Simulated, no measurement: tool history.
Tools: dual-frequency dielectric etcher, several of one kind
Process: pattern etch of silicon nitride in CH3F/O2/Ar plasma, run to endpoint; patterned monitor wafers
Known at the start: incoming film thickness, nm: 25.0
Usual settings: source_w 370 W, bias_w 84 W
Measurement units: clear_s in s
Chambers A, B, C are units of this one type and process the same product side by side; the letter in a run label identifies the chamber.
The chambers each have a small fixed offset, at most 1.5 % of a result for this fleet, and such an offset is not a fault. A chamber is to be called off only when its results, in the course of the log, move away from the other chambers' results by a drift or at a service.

run 1A hour=6.4 | source_w=370 bias_w=84 | clear_s=35.780
run 2B hour=10.0 | source_w=370 bias_w=84 | clear_s=35.176
run 3C hour=15.2 | source_w=370 bias_w=84 | clear_s=35.677
run 4B hour=18.4 | source_w=370 bias_w=84 | clear_s=34.926
run 5C hour=25.0 | source_w=370 bias_w=84 | clear_s=35.840
run 6A hour=28.2 | source_w=370 bias_w=84 | clear_s=35.546
run 7B hour=33.7 | source_w=370 bias_w=84 | clear_s=35.322
run 8A hour=38.8 | source_w=370 bias_w=84 | clear_s=35.510
run 9C hour=44.3 | source_w=370 bias_w=84 | clear_s=35.849
run 10B hour=47.5 | source_w=370 bias_w=84 | clear_s=35.137
run 11A hour=51.9 | source_w=340 bias_w=102 | clear_s=34.250
run 12C hour=55.7 | source_w=340 bias_w=102 | clear_s=34.467
run 13A hour=59.7 | source_w=340 bias_w=102 | clear_s=33.863
run 14C hour=63.1 | source_w=330 bias_w=93 | clear_s=36.088
run 15B hour=67.6 | source_w=330 bias_w=93 | clear_s=35.421
run 16A hour=74.3 | source_w=330 bias_w=93 | clear_s=35.420
run 17B hour=80.1 | source_w=370 bias_w=84 | clear_s=35.593
run 18C hour=85.7 | source_w=290 bias_w=77 | clear_s=40.459
run 19C hour=92.8 | source_w=290 bias_w=77 | clear_s=40.308
run 20B hour=97.6 | source_w=290 bias_w=77 | clear_s=39.456
run 21A hour=101.9 | source_w=420 bias_w=84 | clear_s=33.557
run 22A hour=105.6 | source_w=420 bias_w=84 | clear_s=34.003
run 23C hour=112.3 | source_w=420 bias_w=84 | clear_s=34.171
run 24B hour=116.0 | source_w=370 bias_w=84 | clear_s=35.020
run 25A hour=120.4 | source_w=370 bias_w=84 | clear_s=35.945
run 26B hour=126.3 | source_w=370 bias_w=84 | clear_s=34.521
run 27C hour=130.6 | source_w=370 bias_w=84 | clear_s=35.987
run 28C hour=134.8 | source_w=370 bias_w=99 | clear_s=33.742
-- hour=137.4 chamber A: wet clean of the chamber
run 29A hour=139.9 | source_w=370 bias_w=99 | clear_s=33.729
run 30B hour=145.0 | source_w=370 bias_w=99 | clear_s=32.821
run 31C hour=149.0 | source_w=370 bias_w=84 | clear_s=35.953
run 32B hour=153.4 | source_w=370 bias_w=84 | clear_s=35.387
run 33A hour=158.6 | source_w=370 bias_w=84 | clear_s=35.039
run 34B hour=164.6 | source_w=370 bias_w=84 | clear_s=35.462
run 35A hour=170.4 | source_w=370 bias_w=84 | clear_s=35.273
run 36C hour=175.8 | source_w=370 bias_w=84 | clear_s=35.784
run 37A hour=180.5 | source_w=370 bias_w=84 | clear_s=35.059
run 38B hour=183.6 | source_w=370 bias_w=84 | clear_s=35.233
-- hour=183.8 chamber C: wet clean of the chamber
run 39C hour=187.5 | source_w=320 bias_w=65 | clear_s=40.789
run 40C hour=192.1 | source_w=320 bias_w=65 | clear_s=40.977
run 41B hour=195.6 | source_w=320 bias_w=65 | clear_s=40.290
run 42A hour=199.5 | source_w=370 bias_w=84 | clear_s=35.277

All chambers now run identical settings, listed one chamber a line with results as question marks. What results will each chamber show?
run 43A hour=204.6 | source_w=430 bias_w=84 | clear_s=?
run 43B hour=204.6 | source_w=430 bias_w=84 | clear_s=?
run 43C hour=204.6 | source_w=430 bias_w=84 | clear_s=?

run=43A clear_s=33.564
run=43B clear_s=33.316
run=43C clear_s=33.688
